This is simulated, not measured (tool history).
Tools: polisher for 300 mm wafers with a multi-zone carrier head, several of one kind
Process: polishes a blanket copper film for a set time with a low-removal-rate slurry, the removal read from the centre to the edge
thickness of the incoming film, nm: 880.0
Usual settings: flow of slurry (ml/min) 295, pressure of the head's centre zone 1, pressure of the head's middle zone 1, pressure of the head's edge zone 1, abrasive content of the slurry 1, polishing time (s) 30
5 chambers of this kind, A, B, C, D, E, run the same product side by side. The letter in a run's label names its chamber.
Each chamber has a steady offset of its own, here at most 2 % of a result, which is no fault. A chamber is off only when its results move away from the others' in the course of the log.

| run | hour | flow of slurry (ml/min) | pressure of the head's centre zone | pressure of the head's middle zone | pressure of the head's edge zone | abrasive content of the slurry | polishing time (s) | wafers polished on this pad | hours since the slurry nozzle was cleaned | hours since the centre zone pressure was calibrated | hours since the edge zone pressure was calibrated | film removed at the wafer's centre (Å) | film removed at mid-radius (Å) | film removed at the wafer's edge (Å) |
|---|---|---|---|---|---|---|---|---|---|---|---|---|---|---|
|  | 2.9 | chamber C: worn pad replaced by a new one |
| 1C | 9.8 | 295 | 1 | 1 | 1 | 1 | 30 | 75 | 44 | 286.2 | 588.1 | 1236.7 | 1211 | 1227 |
|  | 14.1 | chamber E: worn pad replaced by a new one |
| 2B | 17.5 | 295 | 1 | 1 | 1 | 1 | 30 | 299 | 809.6 | 959.5 | 208.2 | 1221.4 | 1230.4 | 1209 |
| 3A | 27.9 | 295 | 1 | 1 | 1 | 1 | 30 | 968 | 28.1 | 576 | 407.9 | 1234.1 | 1212.1 | 1233 |
| 4D | 40.3 | 295 | 1 | 1 | 1 | 1 | 30 | 452 | 214.1 | 390.8 | 1042.4 | 1212.1 | 1229.7 | 1242.9 |
|  | 49.5 | chamber A: worn pad replaced by a new one |
| 5E | 51.7 | 295 | 1 | 1 | 1 | 1 | 30 | 406 | 177.8 | 192.3 | 165.2 | 1229.4 | 1200.3 | 1190 |
|  | 57 | chamber B: worn pad replaced by a new one |
|  | 58.7 | chamber D: centre zone pressure recalibrated |
| 6B | 61.5 | 295 | 1 | 1 | 1 | 1 | 30 | 49 | 853.6 | 1003.5 | 252.2 | 1199.8 | 1228.5 | 1217.4 |
| 7E | 71.9 | 295 | 1 | 1 | 1 | 1 | 30 | 624 | 198 | 212.5 | 185.4 | 1213.1 | 1201.8 | 1217.8 |
| 8D | 81.3 | 295 | 1 | 1 | 1 | 1 | 30 | 894 | 255.1 | 22.6 | 1083.4 | 1214.4 | 1202.2 | 1248.4 |
| 9A | 88.9 | 295 | 1 | 1 | 1 | 1 | 30 | 425 | 89.1 | 637 | 468.9 | 1227 | 1237.2 | 1240.2 |
| 10C | 96.4 | 295 | 1 | 1 | 1 | 1 | 30 | 1008 | 130.6 | 372.8 | 674.7 | 1223.4 | 1238.3 | 1211.7 |
| 11E | 106.8 | 295 | 1 | 1 | 1 | 1 | 30 | 1000 | 232.9 | 247.4 | 220.3 | 1219.4 | 1191.3 | 1227.9 |
|  | 111.5 | chamber B: slurry nozzle cleaned |
|  | 115.9 | chamber C: worn pad replaced by a new one |
| 12A | 119.6 | 295 | 1 | 1 | 1 | 1 | 30 | 756 | 119.8 | 667.7 | 499.6 | 1227.4 | 1217.8 | 1226.4 |
| 13C | 127.7 | 295 | 1 | 1 | 1 | 1 | 30 | 128 | 161.9 | 404.1 | 706 | 1235.6 | 1194 | 1226.9 |
|  | 132.1 | chamber B: worn pad replaced by a new one |
|  | 132.2 | chamber D: worn pad replaced by a new one |
| 14D | 135 | 295 | 1 | 1 | 1 | 1 | 30 | 30 | 308.8 | 76.3 | 1137.1 | 1223.6 | 1215.8 | 1241.6 |
|  | 137.3 | chamber B: centre zone pressure recalibrated |
| 15B | 141.5 | 295 | 1 | 1 | 1 | 1 | 30 | 101 | 30 | 4.3 | 332.2 | 1208 | 1216.9 | 1217.6 |
|  | 147.7 | chamber E: worn pad replaced by a new one |
|  | 147.8 | chamber E: slurry nozzle cleaned |
| 16A | 148.4 | 295 | 1 | 1 | 1 | 1 | 30 | 1066 | 148.6 | 696.5 | 528.4 | 1214.1 | 1208.6 | 1220.2 |
| 17E | 157.8 | 295 | 1 | 1.08 | 1 | 1 | 34 | 109 | 10.1 | 298.4 | 271.3 | 1381.6 | 1461 | 1371.4 |
| 18B | 166.3 | 295 | 1 | 1.08 | 1 | 1 | 34 | 368 | 54.8 | 29.1 | 357 | 1359 | 1457.3 | 1358.4 |
|  | 170.4 | chamber D: slurry nozzle cleaned |
|  | 178.5 | chamber A: worn pad replaced by a new one |
| 19D | 178.6 | 295 | 1 | 1.08 | 1 | 1 | 34 | 500 | 8.3 | 119.9 | 1180.7 | 1413.2 | 1478.6 | 1382.1 |
| 20C | 186.4 | 295 | 1 | 1.08 | 1 | 1 | 34 | 761 | 220.6 | 462.8 | 764.7 | 1408.3 | 1505.9 | 1394.1 |
| 21C | 196.7 | 295 | 1 | 1.08 | 1 | 1 | 34 | 872 | 230.9 | 473.1 | 775 | 1400.5 | 1493.6 | 1380.5 |
|  | 206.8 | chamber B: worn pad replaced by a new one |
| 22A | 207.1 | 295 | 1 | 1 | 1 | 1 | 30 | 308 | 207.3 | 755.2 | 587.1 | 1223.1 | 1198.6 | 1246.6 |
| 23E | 214.6 | 295 | 1 | 1 | 1 | 1 | 30 | 721 | 66.9 | 355.2 | 328.1 | 1230.3 | 1179.9 | 1220.7 |
| 24D | 221.9 | 295 | 1 | 1 | 1 | 1 | 30 | 967 | 51.6 | 163.2 | 1224 | 1229 | 1201.5 | 1239.7 |
|  | 223 | chamber C: worn pad replaced by a new one |
| 25B | 231.4 | 295 | 1 | 1 | 1 | 1 | 30 | 265 | 119.9 | 94.2 | 422.1 | 1220.9 | 1255.4 | 1202.5 |
|  | 237.7 | chamber C: slurry nozzle cleaned |
| 26A | 241 | 295 | 1 | 1 | 1 | 1 | 30 | 673 | 241.2 | 789.1 | 621 | 1213.1 | 1222.3 | 1219.3 |
|  | 241.2 | chamber D: worn pad replaced by a new one |
| 27C | 248.7 | 295 | 1 | 1 | 1 | 1 | 30 | 277 | 11 | 525.1 | 827 | 1218 | 1225 | 1209.1 |
| 28B | 259.6 | 295 | 1 | 1 | 1 | 1 | 30 | 569 | 148.1 | 122.4 | 450.3 | 1218.8 | 1236.4 | 1227.1 |
| 29E | 270.1 | 295 | 1 | 1 | 1 | 1 | 30 | 1320 | 122.4 | 410.7 | 383.6 | 1220.3 | 1198.2 | 1203.1 |
|  | 271.7 | chamber B: worn pad replaced by a new one |
|  | 278.5 | chamber E: worn pad replaced by a new one |
| 30D | 279.2 | 295 | 1 | 1.08 | 1 | 1 | 30 | 410 | 108.9 | 220.5 | 1281.3 | 1217.7 | 1282.3 | 1237.4 |
| 31E | 284.8 | 295 | 1 | 1.08 | 1 | 1 | 30 | 68 | 137.1 | 425.4 | 398.3 | 1231.5 | 1284.4 | 1214 |
| 32B | 296.6 | 295 | 1 | 1.08 | 1 | 1 | 30 | 268 | 185.1 | 159.4 | 487.3 | 1208.1 | 1307.4 | 1224.5 |
| 33A | 308.1 | 295 | 1 | 1.08 | 1 | 1 | 30 | 1397 | 308.3 | 856.2 | 688.1 | 1227 | 1314.2 | 1231.7 |
|  | 308.3 | chamber A: worn pad replaced by a new one |
| 34C | 317 | 295 | 1 | 1.08 | 1 | 1 | 30 | 1013 | 79.3 | 593.4 | 895.3 | 1245.5 | 1310.4 | 1235.3 |
|  | 322.5 | chamber C: worn pad replaced by a new one |
|  | 323.6 | chamber C: centre zone pressure recalibrated |
| 35D | 329 | 295 | 1 | 1 | 1 | 1 | 30 | 947 | 158.7 | 270.3 | 1331.1 | 1222.8 | 1206.8 | 1252.3 |
|  | 330.6 | chamber A: centre zone pressure recalibrated |
| 36A | 334.9 | 295 | 1 | 1 | 1 | 1 | 30 | 287 | 335.1 | 4.3 | 714.9 | 1216.9 | 1241.5 | 1225.2 |
| 37C | 347.5 | 295 | 1 | 1 | 1 | 1 | 30 | 269 | 109.8 | 23.9 | 925.8 | 1218.3 | 1232.5 | 1230.5 |
| 38D | 358.2 | 295 | 1 | 1 | 1 | 1 | 30 | 1261 | 187.9 | 299.5 | 1360.3 | 1228.7 | 1203.8 | 1244.5 |

What goes on in this fleet: one chamber off, a drifting gauge, or nothing beyond the chambers' own small offsets? Name the chamber and the cause, if any.

No chamber stands off beyond its own small offset, and the gauge holds steady.

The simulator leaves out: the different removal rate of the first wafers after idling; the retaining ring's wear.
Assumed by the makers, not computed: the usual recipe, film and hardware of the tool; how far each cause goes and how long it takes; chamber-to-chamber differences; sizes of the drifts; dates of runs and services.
